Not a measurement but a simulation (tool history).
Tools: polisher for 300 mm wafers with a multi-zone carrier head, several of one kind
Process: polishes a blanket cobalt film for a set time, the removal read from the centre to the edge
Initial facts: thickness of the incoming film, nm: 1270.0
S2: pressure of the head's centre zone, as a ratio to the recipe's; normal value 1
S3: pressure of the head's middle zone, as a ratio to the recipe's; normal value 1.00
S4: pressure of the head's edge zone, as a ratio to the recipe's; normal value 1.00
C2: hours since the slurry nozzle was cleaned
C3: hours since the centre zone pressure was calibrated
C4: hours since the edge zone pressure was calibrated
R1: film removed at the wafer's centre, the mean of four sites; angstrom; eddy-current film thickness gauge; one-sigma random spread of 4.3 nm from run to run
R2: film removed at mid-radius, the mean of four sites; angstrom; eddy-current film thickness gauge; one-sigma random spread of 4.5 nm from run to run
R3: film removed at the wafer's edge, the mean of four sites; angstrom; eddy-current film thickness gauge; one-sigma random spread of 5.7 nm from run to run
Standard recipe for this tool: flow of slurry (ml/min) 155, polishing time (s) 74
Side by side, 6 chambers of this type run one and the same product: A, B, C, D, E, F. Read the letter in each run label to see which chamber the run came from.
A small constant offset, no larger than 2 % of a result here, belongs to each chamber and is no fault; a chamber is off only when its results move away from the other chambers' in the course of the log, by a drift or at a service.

run 1D hour=4.2 | flow_of_slurry_(ml/min)=155 S2=1 S3=1.00 S4=1.00 polishing_time_(s)=74 | wafers_polished_on_this_pad=349 C2=63.5 C3=1215.1 C4=1049.1 | R1=5306.8 R2=5307.7 R3=5312.6
run 2F hour=7.2 | flow_of_slurry_(ml/min)=155 S2=1 S3=1.00 S4=1.00 polishing_time_(s)=74 | wafers_polished_on_this_pad=396 C2=77.4 C3=286.0 C4=809.9 | R1=5236.5 R2=5315.3 R3=5203.1
-- hour=9.9 chamber A: worn pad replaced by a new one
run 3B hour=11.0 | flow_of_slurry_(ml/min)=155 S2=1 S3=1.00 S4=1.00 polishing_time_(s)=74 | wafers_polished_on_this_pad=444 C2=103.4 C3=193.9 C4=95.1 | R1=5271.0 R2=5227.5 R3=5210.3
run 4E hour=14.4 | flow_of_slurry_(ml/min)=155 S2=1 S3=1.00 S4=1.00 polishing_time_(s)=74 | wafers_polished_on_this_pad=579 C2=872.6 C3=50.1 C4=689.4 | R1=5334.9 R2=5190.7 R3=5307.2
-- hour=15.4 chamber E: slurry nozzle cleaned
run 5C hour=17.2 | flow_of_slurry_(ml/min)=155 S2=1 S3=1.00 S4=1.00 polishing_time_(s)=74 | wafers_polished_on_this_pad=550 C2=656.9 C3=191.3 C4=645.2 | R1=5227.1 R2=5184.9 R3=5174.0
run 6A hour=21.7 | flow_of_slurry_(ml/min)=155 S2=1 S3=1.00 S4=1.00 polishing_time_(s)=74 | wafers_polished_on_this_pad=71 C2=80.0 C3=823.8 C4=971.2 | R1=5267.9 R2=5324.6 R3=5191.5
run 7E hour=25.7 | flow_of_slurry_(ml/min)=155 S2=1 S3=1.00 S4=1.00 polishing_time_(s)=74 | wafers_polished_on_this_pad=648 C2=10.3 C3=61.4 C4=700.7 | R1=5320.2 R2=5237.3 R3=5206.5
run 8C hour=28.7 | flow_of_slurry_(ml/min)=155 S2=1 S3=1.00 S4=1.00 polishing_time_(s)=74 | wafers_polished_on_this_pad=620 C2=668.4 C3=202.8 C4=656.7 | R1=5265.3 R2=5158.9 R3=5297.8
run 9F hour=31.5 | flow_of_slurry_(ml/min)=155 S2=1 S3=0.96 S4=1.00 polishing_time_(s)=87 | wafers_polished_on_this_pad=544 C2=101.7 C3=310.3 C4=834.2 | R1=6051.7 R2=6095.6 R3=6199.4
run 10A hour=33.6 | flow_of_slurry_(ml/min)=155 S2=1 S3=0.96 S4=1.00 polishing_time_(s)=87 | wafers_polished_on_this_pad=144 C2=91.9 C3=835.7 C4=983.1 | R1=6089.4 R2=6062.6 R3=6069.3
run 11B hour=38.0 | flow_of_slurry_(ml/min)=155 S2=1 S3=0.96 S4=1.00 polishing_time_(s)=87 | wafers_polished_on_this_pad=608 C2=130.4 C3=220.9 C4=122.1 | R1=6237.3 R2=5975.1 R3=6338.5
run 12D hour=40.0 | flow_of_slurry_(ml/min)=155 S2=1 S3=0.96 S4=1.00 polishing_time_(s)=87 | wafers_polished_on_this_pad=567 C2=99.3 C3=1250.9 C4=1084.9 | R1=6106.7 R2=5948.9 R3=6055.9
run 13E hour=43.4 | flow_of_slurry_(ml/min)=155 S2=1 S3=0.96 S4=1.00 polishing_time_(s)=87 | wafers_polished_on_this_pad=756 C2=28.0 C3=79.1 C4=718.4 | R1=6149.3 R2=5948.1 R3=6285.6
run 14C hour=47.3 | flow_of_slurry_(ml/min)=155 S2=1 S3=0.96 S4=1.00 polishing_time_(s)=87 | wafers_polished_on_this_pad=733 C2=687.0 C3=221.4 C4=675.3 | R1=6149.8 R2=5910.6 R3=6158.8
run 15D hour=51.3 | flow_of_slurry_(ml/min)=155 S2=1 S3=1.00 S4=1.00 polishing_time_(s)=74 | wafers_polished_on_this_pad=636 C2=110.6 C3=1262.2 C4=1096.2 | R1=5207.2 R2=5357.5 R3=5178.4
run 16B hour=55.1 | flow_of_slurry_(ml/min)=155 S2=1 S3=1.00 S4=1.00 polishing_time_(s)=74 | wafers_polished_on_this_pad=712 C2=147.5 C3=238.0 C4=139.2 | R1=5288.6 R2=5252.0 R3=5233.2
-- hour=56.9 chamber D: worn pad replaced by a new one
run 17A hour=58.4 | flow_of_slurry_(ml/min)=155 S2=1 S3=1.00 S4=1.00 polishing_time_(s)=74 | wafers_polished_on_this_pad=295 C2=116.7 C3=860.5 C4=1007.9 | R1=5262.9 R2=5326.3 R3=5088.2
run 18F hour=60.6 | flow_of_slurry_(ml/min)=200 S2=1 S3=1.00 S4=0.88 polishing_time_(s)=74 | wafers_polished_on_this_pad=722 C2=130.8 C3=339.4 C4=863.3 | R1=5434.2 R2=5540.1 R3=5081.1
-- hour=62.2 chamber E: worn pad replaced by a new one
run 19E hour=64.4 | flow_of_slurry_(ml/min)=200 S2=1 S3=1.00 S4=0.88 polishing_time_(s)=74 | wafers_polished_on_this_pad=13 C2=49.0 C3=100.1 C4=739.4 | R1=5600.8 R2=5433.6 R3=5061.8
run 20A hour=67.1 | flow_of_slurry_(ml/min)=200 S2=1 S3=1.00 S4=0.88 polishing_time_(s)=74 | wafers_polished_on_this_pad=348 C2=125.4 C3=869.2 C4=1016.6 | R1=5471.8 R2=5485.9 R3=4967.7
run 21B hour=70.6 | flow_of_slurry_(ml/min)=200 S2=1 S3=1.00 S4=0.88 polishing_time_(s)=74 | wafers_polished_on_this_pad=807 C2=163.0 C3=253.5 C4=154.7 | R1=5492.7 R2=5466.9 R3=5158.8
run 22C hour=73.0 | flow_of_slurry_(ml/min)=200 S2=1 S3=1.00 S4=0.88 polishing_time_(s)=74 | wafers_polished_on_this_pad=889 C2=712.7 C3=247.1 C4=701.0 | R1=5422.4 R2=5453.2 R3=5114.3
run 23F hour=75.0 | flow_of_slurry_(ml/min)=200 S2=1 S3=1.00 S4=0.88 polishing_time_(s)=74 | wafers_polished_on_this_pad=809 C2=145.2 C3=353.8 C4=877.7 | R1=5504.5 R2=5557.2 R3=5064.5
run 24D hour=77.2 | flow_of_slurry_(ml/min)=155 S2=1 S3=1.00 S4=1.00 polishing_time_(s)=74 | wafers_polished_on_this_pad=123 C2=136.5 C3=1288.1 C4=1122.1 | R1=5263.2 R2=5378.5 R3=5315.4
run 25A hour=79.3 | flow_of_slurry_(ml/min)=155 S2=1 S3=1.00 S4=1.00 polishing_time_(s)=74 | wafers_polished_on_this_pad=422 C2=137.6 C3=881.4 C4=1028.8 | R1=5188.9 R2=5245.6 R3=5100.9
-- hour=80.1 chamber B: worn pad replaced by a new one
run 26C hour=81.3 | flow_of_slurry_(ml/min)=155 S2=1 S3=1.00 S4=1.00 polishing_time_(s)=74 | wafers_polished_on_this_pad=940 C2=721.0 C3=255.4 C4=709.3 | R1=5220.9 R2=5251.0 R3=5220.9
-- hour=82.1 chamber B: slurry nozzle cleaned
run 27D hour=84.1 | flow_of_slurry_(ml/min)=155 S2=1 S3=1.00 S4=1.00 polishing_time_(s)=74 | wafers_polished_on_this_pad=165 C2=143.4 C3=1295.0 C4=1129.0 | R1=5260.2 R2=5278.9 R3=5260.6
run 28F hour=87.0 | flow_of_slurry_(ml/min)=155 S2=1 S3=1.00 S4=1.00 polishing_time_(s)=74 | wafers_polished_on_this_pad=882 C2=157.2 C3=365.8 C4=889.7 | R1=5110.9 R2=5321.2 R3=5344.1
run 29E hour=91.3 | flow_of_slurry_(ml/min)=155 S2=1 S3=0.95 S4=1.00 polishing_time_(s)=74 | wafers_polished_on_this_pad=177 C2=75.9 C3=127.0 C4=766.3 | R1=5285.6 R2=5056.5 R3=5264.1
run 30B hour=94.7 | flow_of_slurry_(ml/min)=155 S2=1 S3=0.95 S4=1.00 polishing_time_(s)=74 | wafers_polished_on_this_pad=89 C2=12.7 C3=277.6 C4=178.8 | R1=5332.0 R2=4990.6 R3=5332.1
run 31D hour=98.2 | flow_of_slurry_(ml/min)=155 S2=1 S3=0.95 S4=1.00 polishing_time_(s)=74 | wafers_polished_on_this_pad=251 C2=157.5 C3=1309.1 C4=1143.1 | R1=5239.2 R2=5078.4 R3=5336.4
-- hour=100.3 chamber F: edge zone pressure recalibrated
run 32B hour=101.1 | flow_of_slurry_(ml/min)=155 S2=1 S3=0.95 S4=1.00 polishing_time_(s)=74 | wafers_polished_on_this_pad=128 C2=19.1 C3=284.0 C4=185.2 | R1=5295.9 R2=5078.0 R3=5221.9
run 33C hour=105.6 | flow_of_slurry_(ml/min)=155 S2=1 S3=0.95 S4=1.00 polishing_time_(s)=74 | wafers_polished_on_this_pad=1088 C2=745.3 C3=279.7 C4=733.6 | R1=5220.4 R2=4982.2 R3=5245.4
run 34A hour=109.8 | flow_of_slurry_(ml/min)=155 S2=1 S3=0.95 S4=1.00 polishing_time_(s)=74 | wafers_polished_on_this_pad=608 C2=168.1 C3=911.9 C4=1059.3 | R1=5315.2 R2=4996.0 R3=5113.7
run 35F hour=114.0 | flow_of_slurry_(ml/min)=155 S2=1 S3=1.00 S4=1.00 polishing_time_(s)=74 | wafers_polished_on_this_pad=1047 C2=184.2 C3=392.8 C4=13.7 | R1=5248.4 R2=5261.9 R3=5207.1
run 36E hour=117.8 | flow_of_slurry_(ml/min)=155 S2=1 S3=1.00 S4=1.00 polishing_time_(s)=74 | wafers_polished_on_this_pad=339 C2=102.4 C3=153.5 C4=792.8 | R1=5275.8 R2=5251.5 R3=5293.4
run 37E hour=121.7 | flow_of_slurry_(ml/min)=155 S2=1 S3=1.00 S4=1.00 polishing_time_(s)=74 | wafers_polished_on_this_pad=362 C2=106.3 C3=157.4 C4=796.7 | R1=5276.9 R2=5294.7 R3=5277.3
-- hour=122.7 chamber F: worn pad replaced by a new one
run 38A hour=124.3 | flow_of_slurry_(ml/min)=155 S2=1 S3=1.00 S4=1.00 polishing_time_(s)=74 | wafers_polished_on_this_pad=696 C2=182.6 C3=926.4 C4=1073.8 | R1=5252.0 R2=5312.2 R3=5148.9
run 39C hour=127.9 | flow_of_slurry_(ml/min)=155 S2=1 S3=1.00 S4=1.00 polishing_time_(s)=74 | wafers_polished_on_this_pad=1224 C2=767.6 C3=302.0 C4=755.9 | R1=5264.2 R2=5124.5 R3=5268.3
run 40D hour=130.7 | flow_of_slurry_(ml/min)=155 S2=1 S3=1.00 S4=1.00 polishing_time_(s)=74 | wafers_polished_on_this_pad=449 C2=190.0 C3=1341.6 C4=1175.6 | R1=5283.6 R2=5326.7 R3=5256.0
run 41B hour=134.2 | flow_of_slurry_(ml/min)=195 S2=1 S3=1.00 S4=1.00 polishing_time_(s)=66 | wafers_polished_on_this_pad=329 C2=52.2 C3=317.1 C4=218.3 | R1=4935.9 R2=4852.9 R3=4762.3
run 42F hour=137.0 | flow_of_slurry_(ml/min)=195 S2=1 S3=1.00 S4=1.00 polishing_time_(s)=66 | wafers_polished_on_this_pad=87 C2=207.2 C3=415.8 C4=36.7 | R1=4865.4 R2=4881.3 R3=4697.7
run 43D hour=141.4 | flow_of_slurry_(ml/min)=195 S2=1 S3=1.00 S4=1.00 polishing_time_(s)=66 | wafers_polished_on_this_pad=514 C2=200.7 C3=1352.3 C4=1186.3 | R1=4935.2 R2=4948.0 R3=4764.5

Does one chamber stand apart from the rest, does the shared gauge drift, or is all well apart from small per-chamber offsets? Give the chamber and the most likely cause, where there is one.

No chamber stands off beyond its own small offset, and the gauge holds steady.

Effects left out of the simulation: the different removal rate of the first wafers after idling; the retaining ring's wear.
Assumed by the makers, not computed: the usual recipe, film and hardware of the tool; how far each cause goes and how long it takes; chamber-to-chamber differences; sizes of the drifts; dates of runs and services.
